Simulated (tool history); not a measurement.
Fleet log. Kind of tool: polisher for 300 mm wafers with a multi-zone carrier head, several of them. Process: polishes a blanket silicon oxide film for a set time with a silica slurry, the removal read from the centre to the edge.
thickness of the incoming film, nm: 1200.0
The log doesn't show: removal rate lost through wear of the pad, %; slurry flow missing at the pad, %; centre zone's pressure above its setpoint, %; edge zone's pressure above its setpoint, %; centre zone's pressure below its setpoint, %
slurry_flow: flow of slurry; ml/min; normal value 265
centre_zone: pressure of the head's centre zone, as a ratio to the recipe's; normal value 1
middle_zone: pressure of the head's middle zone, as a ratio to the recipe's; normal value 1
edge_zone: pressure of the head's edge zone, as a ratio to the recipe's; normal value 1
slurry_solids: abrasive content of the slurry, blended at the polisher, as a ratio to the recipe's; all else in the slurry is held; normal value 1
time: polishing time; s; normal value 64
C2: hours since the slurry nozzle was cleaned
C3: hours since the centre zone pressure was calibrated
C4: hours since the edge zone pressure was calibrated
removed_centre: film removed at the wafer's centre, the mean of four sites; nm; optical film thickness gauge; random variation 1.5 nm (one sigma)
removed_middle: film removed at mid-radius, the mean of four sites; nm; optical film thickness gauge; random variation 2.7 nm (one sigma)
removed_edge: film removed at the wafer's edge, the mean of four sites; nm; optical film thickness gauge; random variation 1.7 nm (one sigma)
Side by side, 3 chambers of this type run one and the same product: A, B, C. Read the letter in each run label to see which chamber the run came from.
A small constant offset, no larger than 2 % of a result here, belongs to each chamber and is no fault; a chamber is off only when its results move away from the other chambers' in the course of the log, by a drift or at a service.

run 1A hour=4.2 | slurry_flow=265 centre_zone=1 middle_zone=1 edge_zone=1 slurry_solids=1 time=64 | wafers_polished_on_this_pad=211 C2=78 C3=1227.8 C4=1189.1 | removed_centre=190.85 removed_middle=187.69 removed_edge=190.22
run 2B hour=7.6 | slurry_flow=265 centre_zone=1 middle_zone=1 edge_zone=1 slurry_solids=1 time=64 | wafers_polished_on_this_pad=859 C2=225.3 C3=799.7 C4=801.5 | removed_centre=188.78 removed_middle=194.29 removed_edge=187.77
run 3C hour=11.5 | slurry_flow=265 centre_zone=1 middle_zone=1 edge_zone=1 slurry_solids=1 time=64 | wafers_polished_on_this_pad=534 C2=24.4 C3=200.9 C4=372.1 | removed_centre=189.8 removed_middle=186.04 removed_edge=190.02
run 4C hour=16.1 | slurry_flow=265 centre_zone=1 middle_zone=1 edge_zone=1 slurry_solids=1 time=64 | wafers_polished_on_this_pad=603 C2=29 C3=205.5 C4=376.7 | removed_centre=188.45 removed_middle=184.24 removed_edge=189.64
run 5B hour=18.7 | slurry_flow=265 centre_zone=1 middle_zone=1 edge_zone=1 slurry_solids=1 time=64 | wafers_polished_on_this_pad=1026 C2=236.4 C3=810.8 C4=812.6 | removed_centre=186.86 removed_middle=191.48 removed_edge=192.19
run 6A hour=21.7 | slurry_flow=265 centre_zone=1 middle_zone=1 edge_zone=1 slurry_solids=1.2 time=49 | wafers_polished_on_this_pad=473 C2=95.5 C3=1245.3 C4=1206.6 | removed_centre=160.38 removed_middle=152.43 removed_edge=160.2
-- hour=24 chamber A: worn pad replaced by a new one
-- hour=26.4 chamber B: worn pad replaced by a new one
run 7B hour=26.9 | slurry_flow=265 centre_zone=1 middle_zone=1 edge_zone=1 slurry_solids=1.2 time=49 | wafers_polished_on_this_pad=8 C2=244.6 C3=819 C4=820.8 | removed_centre=155.56 removed_middle=156.04 removed_edge=156.48
run 8A hour=30.7 | slurry_flow=265 centre_zone=1 middle_zone=1 edge_zone=1 slurry_solids=1.2 time=49 | wafers_polished_on_this_pad=100 C2=104.5 C3=1254.3 C4=1215.6 | removed_centre=159.75 removed_middle=155.47 removed_edge=158.45
run 9C hour=33.8 | slurry_flow=265 centre_zone=1 middle_zone=1 edge_zone=1 slurry_solids=1 time=64 | wafers_polished_on_this_pad=868 C2=46.7 C3=223.2 C4=394.4 | removed_centre=184.96 removed_middle=179.52 removed_edge=187.04
run 10C hour=36.5 | slurry_flow=265 centre_zone=1 middle_zone=1 edge_zone=1 slurry_solids=1 time=64 | wafers_polished_on_this_pad=908 C2=49.4 C3=225.9 C4=397.1 | removed_centre=183.53 removed_middle=181.71 removed_edge=189.53
run 11B hour=39.3 | slurry_flow=265 centre_zone=1 middle_zone=1 edge_zone=1 slurry_solids=1 time=64 | wafers_polished_on_this_pad=194 C2=257 C3=831.4 C4=833.2 | removed_centre=188.5 removed_middle=190.88 removed_edge=190.17
run 12A hour=43.4 | slurry_flow=265 centre_zone=1 middle_zone=1 edge_zone=1 slurry_solids=1 time=64 | wafers_polished_on_this_pad=290 C2=117.2 C3=1267 C4=1228.3 | removed_centre=189.9 removed_middle=187.89 removed_edge=193.08
run 13C hour=46.2 | slurry_flow=265 centre_zone=1 middle_zone=1 edge_zone=1 slurry_solids=1 time=64 | wafers_polished_on_this_pad=1053 C2=59.1 C3=235.6 C4=406.8 | removed_centre=184.29 removed_middle=178.48 removed_edge=187.92
run 14B hour=49.7 | slurry_flow=265 centre_zone=1 middle_zone=1 edge_zone=1 slurry_solids=1 time=64 | wafers_polished_on_this_pad=349 C2=267.4 C3=841.8 C4=843.6 | removed_centre=188.88 removed_middle=194.46 removed_edge=188.76
run 15A hour=53.8 | slurry_flow=265 centre_zone=1 middle_zone=1 edge_zone=1 slurry_solids=1 time=64 | wafers_polished_on_this_pad=446 C2=127.6 C3=1277.4 C4=1238.7 | removed_centre=190.64 removed_middle=188.02 removed_edge=192.68
-- hour=55.4 chamber A: worn pad replaced by a new one
run 16A hour=57.7 | slurry_flow=265 centre_zone=1 middle_zone=1 edge_zone=1 slurry_solids=1 time=64 | wafers_polished_on_this_pad=35 C2=131.5 C3=1281.3 C4=1242.6 | removed_centre=188.6 removed_middle=190.92 removed_edge=190.9
run 17C hour=60.9 | slurry_flow=265 centre_zone=1 middle_zone=1 edge_zone=1 slurry_solids=1 time=64 | wafers_polished_on_this_pad=1273 C2=73.8 C3=250.3 C4=421.5 | removed_centre=185.36 removed_middle=178.28 removed_edge=184.26
run 18B hour=63.3 | slurry_flow=265 centre_zone=1 middle_zone=1 edge_zone=1 slurry_solids=1 time=64 | wafers_polished_on_this_pad=553 C2=281 C3=855.4 C4=857.2 | removed_centre=187.52 removed_middle=193.03 removed_edge=189.59
run 19A hour=67.7 | slurry_flow=265 centre_zone=1 middle_zone=1 edge_zone=1 slurry_solids=1 time=64 | wafers_polished_on_this_pad=184 C2=141.5 C3=1291.3 C4=1252.6 | removed_centre=192.55 removed_middle=187.99 removed_edge=189.93
-- hour=68.2 chamber B: edge zone pressure recalibrated
run 20C hour=71.3 | slurry_flow=265 centre_zone=1 middle_zone=1 edge_zone=1 slurry_solids=1 time=64 | wafers_polished_on_this_pad=1429 C2=84.2 C3=260.7 C4=431.9 | removed_centre=181.8 removed_middle=183.87 removed_edge=179.56
run 21B hour=73.9 | slurry_flow=265 centre_zone=0.95 middle_zone=1 edge_zone=1 slurry_solids=1 time=64 | wafers_polished_on_this_pad=711 C2=291.6 C3=866 C4=5.7 | removed_centre=176.73 removed_middle=195.7 removed_edge=189.04
run 22A hour=77 | slurry_flow=265 centre_zone=0.95 middle_zone=1 edge_zone=1 slurry_solids=1 time=64 | wafers_polished_on_this_pad=324 C2=150.8 C3=1300.6 C4=1261.9 | removed_centre=181.32 removed_middle=188.68 removed_edge=191.94
run 23C hour=79.3 | slurry_flow=265 centre_zone=0.95 middle_zone=1 edge_zone=1 slurry_solids=1 time=64 | wafers_polished_on_this_pad=1549 C2=92.2 C3=268.7 C4=439.9 | removed_centre=172.22 removed_middle=180.07 removed_edge=182.51
run 24B hour=82.2 | slurry_flow=265 centre_zone=1 middle_zone=1 edge_zone=1 slurry_solids=1 time=64 | wafers_polished_on_this_pad=836 C2=299.9 C3=874.3 C4=14 | removed_centre=190.75 removed_middle=193.51 removed_edge=187.9
-- hour=83.8 chamber B: slurry nozzle cleaned
run 25B hour=84.9 | slurry_flow=205 centre_zone=0.96 middle_zone=1 edge_zone=1 slurry_solids=1 time=64 | wafers_polished_on_this_pad=876 C2=1.1 C3=877 C4=16.7 | removed_centre=173.27 removed_middle=188.06 removed_edge=185.26
run 26A hour=87.2 | slurry_flow=205 centre_zone=0.96 middle_zone=1 edge_zone=1 slurry_solids=1 time=64 | wafers_polished_on_this_pad=476 C2=161 C3=1310.8 C4=1272.1 | removed_centre=178.04 removed_middle=180.99 removed_edge=187.51
-- hour=90.3 chamber A: worn pad replaced by a new one
run 27C hour=92 | slurry_flow=205 centre_zone=0.96 middle_zone=1 edge_zone=1 slurry_solids=1 time=64 | wafers_polished_on_this_pad=1739 C2=104.9 C3=281.4 C4=452.6 | removed_centre=166.55 removed_middle=166.16 removed_edge=174.83
run 28A hour=96 | slurry_flow=265 centre_zone=1 middle_zone=1 edge_zone=1 slurry_solids=1 time=64 | wafers_polished_on_this_pad=86 C2=169.8 C3=1319.6 C4=1280.9 | removed_centre=187.57 removed_middle=186.22 removed_edge=189.54
run 29B hour=99.4 | slurry_flow=265 centre_zone=1.11 middle_zone=1 edge_zone=1 slurry_solids=1 time=64 | wafers_polished_on_this_pad=1093 C2=15.6 C3=891.5 C4=31.2 | removed_centre=212.83 removed_middle=185.34 removed_edge=187.98
run 30C hour=104.4 | slurry_flow=265 centre_zone=1.11 middle_zone=1 edge_zone=1 slurry_solids=1 time=64 | wafers_polished_on_this_pad=1924 C2=117.3 C3=293.8 C4=465 | removed_centre=198.39 removed_middle=175.24 removed_edge=175.72
run 31B hour=109.4 | slurry_flow=265 centre_zone=1.11 middle_zone=1 edge_zone=1 slurry_solids=1 time=64 | wafers_polished_on_this_pad=1243 C2=25.6 C3=901.5 C4=41.2 | removed_centre=210.28 removed_middle=190.63 removed_edge=188.34
-- hour=110.7 chamber B: worn pad replaced by a new one
run 32C hour=112.7 | slurry_flow=265 centre_zone=1 middle_zone=1 edge_zone=1 slurry_solids=1 time=64 | wafers_polished_on_this_pad=2048 C2=125.6 C3=302.1 C4=473.3 | removed_centre=177.58 removed_middle=174.14 removed_edge=178.57
run 33A hour=115.3 | slurry_flow=265 centre_zone=1 middle_zone=1 edge_zone=1 slurry_solids=1 time=64 | wafers_polished_on_this_pad=374 C2=189.1 C3=1338.9 C4=1300.2 | removed_centre=189.68 removed_middle=188.55 removed_edge=191.39
run 34C hour=119.5 | slurry_flow=265 centre_zone=1 middle_zone=1 edge_zone=1 slurry_solids=1 time=64 | wafers_polished_on_this_pad=2150 C2=132.4 C3=308.9 C4=480.1 | removed_centre=177.52 removed_middle=169.12 removed_edge=174.88
-- hour=122.4 chamber A: worn pad replaced by a new one
run 35A hour=123.7 | slurry_flow=265 centre_zone=1 middle_zone=1 edge_zone=1 slurry_solids=1 time=64 | wafers_polished_on_this_pad=19 C2=197.5 C3=1347.3 C4=1308.6 | removed_centre=190.04 removed_middle=185.96 removed_edge=192.24
run 36B hour=126.5 | slurry_flow=265 centre_zone=1 middle_zone=1 edge_zone=1 slurry_solids=1 time=64 | wafers_polished_on_this_pad=237 C2=42.7 C3=918.6 C4=58.3 | removed_centre=185.14 removed_middle=188.05 removed_edge=191.45
run 37B hour=129.6 | slurry_flow=265 centre_zone=1 middle_zone=1 edge_zone=1 slurry_solids=1 time=64 | wafers_polished_on_this_pad=283 C2=45.8 C3=921.7 C4=61.4 | removed_centre=189.41 removed_middle=187.65 removed_edge=188.89

Each of the 3 chambers runs these same settings next. Fill in every chamber's results:
run 38A hour=133.4 | slurry_flow=265 centre_zone=1 middle_zone=1 edge_zone=1 slurry_solids=1 time=64 | removed_centre=? removed_middle=? removed_edge=?
run 38B hour=133.4 | slurry_flow=265 centre_zone=1 middle_zone=1 edge_zone=1 slurry_solids=1 time=64 | removed_centre=? removed_middle=? removed_edge=?
run 38C hour=133.4 | slurry_flow=265 centre_zone=1 middle_zone=1 edge_zone=1 slurry_solids=1 time=64 | removed_centre=? removed_middle=? removed_edge=?

run=38A removed_centre=189.21 removed_middle=185.51 removed_edge=191.68
run=38B removed_centre=188.09 removed_middle=188.68 removed_edge=187.51
run=38C removed_centre=174.92 removed_middle=167.7 removed_edge=175.08

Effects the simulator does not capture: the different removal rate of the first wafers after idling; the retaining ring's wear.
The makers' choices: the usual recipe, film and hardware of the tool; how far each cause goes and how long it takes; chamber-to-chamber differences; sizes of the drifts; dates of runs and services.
